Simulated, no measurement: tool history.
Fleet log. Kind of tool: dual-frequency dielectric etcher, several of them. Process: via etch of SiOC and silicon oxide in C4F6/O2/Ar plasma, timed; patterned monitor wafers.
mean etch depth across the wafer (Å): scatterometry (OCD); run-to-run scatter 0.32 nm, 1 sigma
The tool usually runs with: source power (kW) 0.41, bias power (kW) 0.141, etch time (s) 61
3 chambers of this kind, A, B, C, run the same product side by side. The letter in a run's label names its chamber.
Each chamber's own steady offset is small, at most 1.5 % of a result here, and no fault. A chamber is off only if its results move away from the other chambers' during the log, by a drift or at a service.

| run | hour | source power (kW) | bias power (kW) | etch time (s) | hours since the last wet clean | hours since the last source power generator calibration | hours since the last bias power generator calibration | read-back reference wafer on the same gauge, depth_nm | mean etch depth across the wafer (Å) |
|---|---|---|---|---|---|---|---|---|---|
| 1B | 6.5 | 0.41 | 0.141 | 61 | 507 | 1703.8 | 3474.9 | 59.6 | 652.04 |
| 2C | 17 | 0.41 | 0.141 | 61 | 274 | 1770.5 | 2233.5 | 59.597 | 646.35 |
| 3A | 24.4 | 0.41 | 0.141 | 61 | 356.7 | 1876.3 | 1503.4 | 59.591 | 649.43 |
| 4A | 31.5 | 0.41 | 0.141 | 61 | 363.8 | 1883.4 | 1510.5 | 59.652 | 645.9 |
| 5C | 39.4 | 0.41 | 0.141 | 61 | 296.4 | 1792.9 | 2255.9 | 59.662 | 649.93 |
| 6B | 46 | 0.41 | 0.141 | 61 | 546.5 | 1743.3 | 3514.4 | 59.598 | 656.51 |
| 7A | 54.8 | 0.41 | 0.141 | 61 | 387.1 | 1906.7 | 1533.8 | 59.613 | 646.86 |
| 8C | 64.3 | 0.41 | 0.141 | 61 | 321.3 | 1817.8 | 2280.8 | 59.649 | 645.98 |
|  | 70.6 | chamber A: wet clean of the chamber |
| 9B | 72.8 | 0.41 | 0.141 | 61 | 573.3 | 1770.1 | 3541.2 | 59.624 | 656.32 |
| 10C | 83.2 | 0.41 | 0.141 | 61 | 340.2 | 1836.7 | 2299.7 | 59.629 | 653.36 |
|  | 86.7 | chamber B: wet clean of the chamber |
| 11A | 90.4 | 0.41 | 0.141 | 69 | 19.8 | 1942.3 | 1569.4 | 59.585 | 727.53 |
| 12B | 100.8 | 0.41 | 0.141 | 69 | 14.1 | 1798.1 | 3569.2 | 59.616 | 763.5 |
|  | 103 | chamber A: bias power generator calibrated |
| 13B | 109.5 | 0.41 | 0.141 | 69 | 22.8 | 1806.8 | 3577.9 | 59.668 | 762.95 |
| 14C | 117.3 | 0.41 | 0.141 | 61 | 374.3 | 1870.8 | 2333.8 | 59.659 | 649.67 |
|  | 123.7 | chamber C: wet clean of the chamber |
| 15A | 127.5 | 0.41 | 0.141 | 61 | 56.9 | 1979.4 | 24.6 | 59.648 | 649.53 |
| 16C | 136.6 | 0.41 | 0.141 | 61 | 12.9 | 1890.1 | 2353.1 | 59.584 | 647.74 |
|  | 143.9 | chamber B: bias power generator calibrated |
| 17A | 147.1 | 0.41 | 0.141 | 61 | 76.5 | 1999 | 44.2 | 59.545 | 645.45 |
| 18B | 154.7 | 0.41 | 0.141 | 61 | 68 | 1852 | 10.8 | 59.634 | 674.84 |
| 19C | 163.1 | 0.41 | 0.141 | 61 | 39.4 | 1916.6 | 2379.6 | 59.624 | 648.87 |
| 20A | 172.5 | 0.41 | 0.141 | 61 | 101.9 | 2024.4 | 69.6 | 59.616 | 640.17 |
| 21B | 179.5 | 0.41 | 0.141 | 61 | 92.8 | 1876.8 | 35.6 | 59.683 | 672.37 |
| 22B | 189.8 | 0.41 | 0.153 | 61 | 103.1 | 1887.1 | 45.9 | 59.607 | 690.25 |
| 23A | 199.9 | 0.41 | 0.153 | 61 | 129.3 | 2051.8 | 97 | 59.562 | 665.71 |

Is one chamber out of step, is the gauge drifting, or do the chambers differ by no more than their own small offsets? For an off chamber, give its letter and the likeliest cause.

Chamber B has stood off from the others ever since a service on it.
Likeliest cause: etch rate over this chamber's usual, % = 3.06.

Chamber B could run next with any of the 4 candidate recipes listed below; each alters the usual settings, and their results appear as question marks. Which one brings its results back in line with what the other chambers deliver on the usual settings?
In line means no further than this from the other chambers' mean on the usual settings: mean etch depth across the wafer (Å) 11
| 24B-1 | 207.9 | 0.41 | 0.141 | 63.5 |  |  |  |  | ? |
| 24B-2 | 207.9 | 0.41 | 0.14 | 59 |  |  |  |  | ? |
| 24B-3 | 207.9 | 0.41 | 0.141 | 61.5 |  |  |  |  | ? |
| 24B-4 | 207.9 | 0.41 | 0.141 | 60.5 |  |  |  |  | ? |

Usual-settings mean across the other chambers: mean etch depth across the wafer (Å) 648.32
| run | mean etch depth across the wafer (Å) |
|---|---|
| 24B-1 | 699.2 |
| 24B-2 | 648.26 |
| 24B-3 | 677.17 |
| 24B-4 | 666.16 |
24B-2 puts the chamber back in line with the other chambers.

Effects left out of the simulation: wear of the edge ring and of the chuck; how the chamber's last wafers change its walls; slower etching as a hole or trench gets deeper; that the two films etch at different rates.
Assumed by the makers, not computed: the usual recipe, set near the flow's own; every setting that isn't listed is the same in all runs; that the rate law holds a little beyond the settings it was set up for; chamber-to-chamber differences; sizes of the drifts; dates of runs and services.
